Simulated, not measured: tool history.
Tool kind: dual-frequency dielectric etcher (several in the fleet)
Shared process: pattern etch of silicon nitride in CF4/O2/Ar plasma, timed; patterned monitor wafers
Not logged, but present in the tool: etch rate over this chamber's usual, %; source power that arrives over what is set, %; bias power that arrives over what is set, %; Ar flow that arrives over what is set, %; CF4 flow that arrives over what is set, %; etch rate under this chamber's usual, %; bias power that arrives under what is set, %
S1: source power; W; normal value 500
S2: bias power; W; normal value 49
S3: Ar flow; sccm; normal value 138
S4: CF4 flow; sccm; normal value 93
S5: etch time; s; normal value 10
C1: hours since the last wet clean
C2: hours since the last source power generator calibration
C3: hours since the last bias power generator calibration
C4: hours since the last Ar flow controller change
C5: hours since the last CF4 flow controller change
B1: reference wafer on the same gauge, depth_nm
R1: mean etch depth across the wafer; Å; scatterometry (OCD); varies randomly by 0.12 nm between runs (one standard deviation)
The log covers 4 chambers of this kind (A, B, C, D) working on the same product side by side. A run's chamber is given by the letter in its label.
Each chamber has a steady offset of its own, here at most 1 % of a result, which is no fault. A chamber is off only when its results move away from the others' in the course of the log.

Run 1D, hour 3.1: usual settings; C1 155.4; C2 708.5; C3 263.6; C4 5320.4; C5 1193.8; B1 15.721. Result: R1 177.75 Å.
At hour 4.2: chamber D: Ar flow controller replaced.
Run 2A, hour 9.8: usual settings; C1 424.4; C2 1134.2; C3 1134.8; C4 64.2; C5 717.2; B1 15.698. Result: R1 177.59 Å.
Run 3C, hour 14.4: usual settings; C1 254.7; C2 3421.4; C3 1446.3; C4 3445.4; C5 1278.2; B1 15.675. Result: R1 176.40 Å.
Run 4B, hour 20.2: usual settings; C1 28.3; C2 1507.5; C3 2534.9; C4 235.9; C5 1892.9; B1 15.706. Result: R1 178.35 Å.
Run 5D, hour 26.8: usual settings; C1 179.1; C2 732.2; C3 287.3; C4 22.6; C5 1217.5; B1 15.711. Result: R1 179.11 Å.
Run 6C, hour 32.5: usual settings; C1 272.8; C2 3439.5; C3 1464.4; C4 3463.5; C5 1296.3; B1 15.696. Result: R1 176.11 Å.
Run 7A, hour 35.7: usual settings; C1 450.3; C2 1160.1; C3 1160.7; C4 90.1; C5 743.1; B1 15.732. Result: R1 180.36 Å.
Run 8B, hour 39.8: usual settings; C1 47.9; C2 1527.1; C3 2554.5; C4 255.5; C5 1912.5; B1 15.718. Result: R1 179.02 Å.
Run 9A, hour 45.8: usual settings; C1 460.4; C2 1170.2; C3 1170.8; C4 100.2; C5 753.2; B1 15.693. Result: R1 180.73 Å.
Run 10D, hour 49.1: usual settings; C1 201.4; C2 754.5; C3 309.6; C4 44.9; C5 1239.8; B1 15.723. Result: R1 176.73 Å.
Run 11B, hour 53.6: usual settings; C1 61.7; C2 1540.9; C3 2568.3; C4 269.3; C5 1926.3; B1 15.680. Result: R1 181.06 Å.
Run 12C, hour 56.7: usual settings; C1 297.0; C2 3463.7; C3 1488.6; C4 3487.7; C5 1320.5; B1 15.739. Result: R1 177.15 Å.
Run 13C, hour 61.3: usual settings; C1 301.6; C2 3468.3; C3 1493.2; C4 3492.3; C5 1325.1; B1 15.710. Result: R1 176.19 Å.
Run 14D, hour 64.8: usual settings; C1 217.1; C2 770.2; C3 325.3; C4 60.6; C5 1255.5; B1 15.709. Result: R1 178.51 Å.
Run 15A, hour 68.7: usual settings; C1 483.3; C2 1193.1; C3 1193.7; C4 123.1; C5 776.1; B1 15.706. Result: R1 179.06 Å.
Run 16B, hour 73.8: usual settings; C1 81.9; C2 1561.1; C3 2588.5; C4 289.5; C5 1946.5; B1 15.688. Result: R1 178.89 Å.
Run 17D, hour 80.1: usual settings; C1 232.4; C2 785.5; C3 340.6; C4 75.9; C5 1270.8; B1 15.670. Result: R1 177.58 Å.
Run 18C, hour 85.7: usual settings; C1 326.0; C2 3492.7; C3 1517.6; C4 3516.7; C5 1349.5; B1 15.718. Result: R1 177.31 Å.
Run 19B, hour 91.5: usual settings; C1 99.6; C2 1578.8; C3 2606.2; C4 307.2; C5 1964.2; B1 15.718. Result: R1 177.75 Å.
Run 20A, hour 94.6: usual settings; C1 509.2; C2 1219.0; C3 1219.6; C4 149.0; C5 802.0; B1 15.698. Result: R1 181.48 Å.
Run 21B, hour 101.1: usual settings; C1 109.2; C2 1588.4; C3 2615.8; C4 316.8; C5 1973.8; B1 15.696. Result: R1 179.31 Å.
Run 22A, hour 105.7: usual settings but S1 430 W; C1 520.3; C2 1230.1; C3 1230.7; C4 160.1; C5 813.1; B1 15.724. Result: R1 159.49 Å.
Run 23D, hour 111.0: usual settings but S1 430 W; C1 263.3; C2 816.4; C3 371.5; C4 106.8; C5 1301.7; B1 15.704. Result: R1 155.85 Å.
Run 24C, hour 115.9: usual settings but S1 430 W; C1 356.2; C2 3522.9; C3 1547.8; C4 3546.9; C5 1379.7; B1 15.686. Result: R1 156.24 Å.
Run 25D, hour 121.8: usual settings but S1 430 W; C1 274.1; C2 827.2; C3 382.3; C4 117.6; C5 1312.5; B1 15.687. Result: R1 156.79 Å.
At hour 124.2: chamber C: wet clean of the chamber.
Run 26A, hour 127.0: usual settings; C1 541.6; C2 1251.4; C3 1252.0; C4 181.4; C5 834.4; B1 15.693. Result: R1 179.75 Å.
Run 27B, hour 131.5: usual settings; C1 139.6; C2 1618.8; C3 2646.2; C4 347.2; C5 2004.2; B1 15.703. Result: R1 179.93 Å.
At hour 134.8: chamber C: Ar flow controller replaced.
Run 28C, hour 136.4: usual settings; C1 12.3; C2 3543.4; C3 1568.3; C4 1.7; C5 1400.2; B1 15.694. Result: R1 177.88 Å.
Run 29D, hour 140.4: usual settings but S1 420 W, S5 11 s; C1 292.7; C2 845.8; C3 400.9; C4 136.2; C5 1331.1; B1 15.726. Result: R1 167.03 Å.

Next, every chamber runs the same settings. What will each give?
Run 30A, hour 145.4: usual settings but S5 8 s. Result: R1 ?.
Run 30B, hour 145.4: usual settings but S5 8 s. Result: R1 ?.
Run 30C, hour 145.4: usual settings but S5 8 s. Result: R1 ?.
Run 30D, hour 145.4: usual settings but S5 8 s. Result: R1 ?.

run      R1
30A  143.05
30B  143.68
30C  140.91
30D  141.47
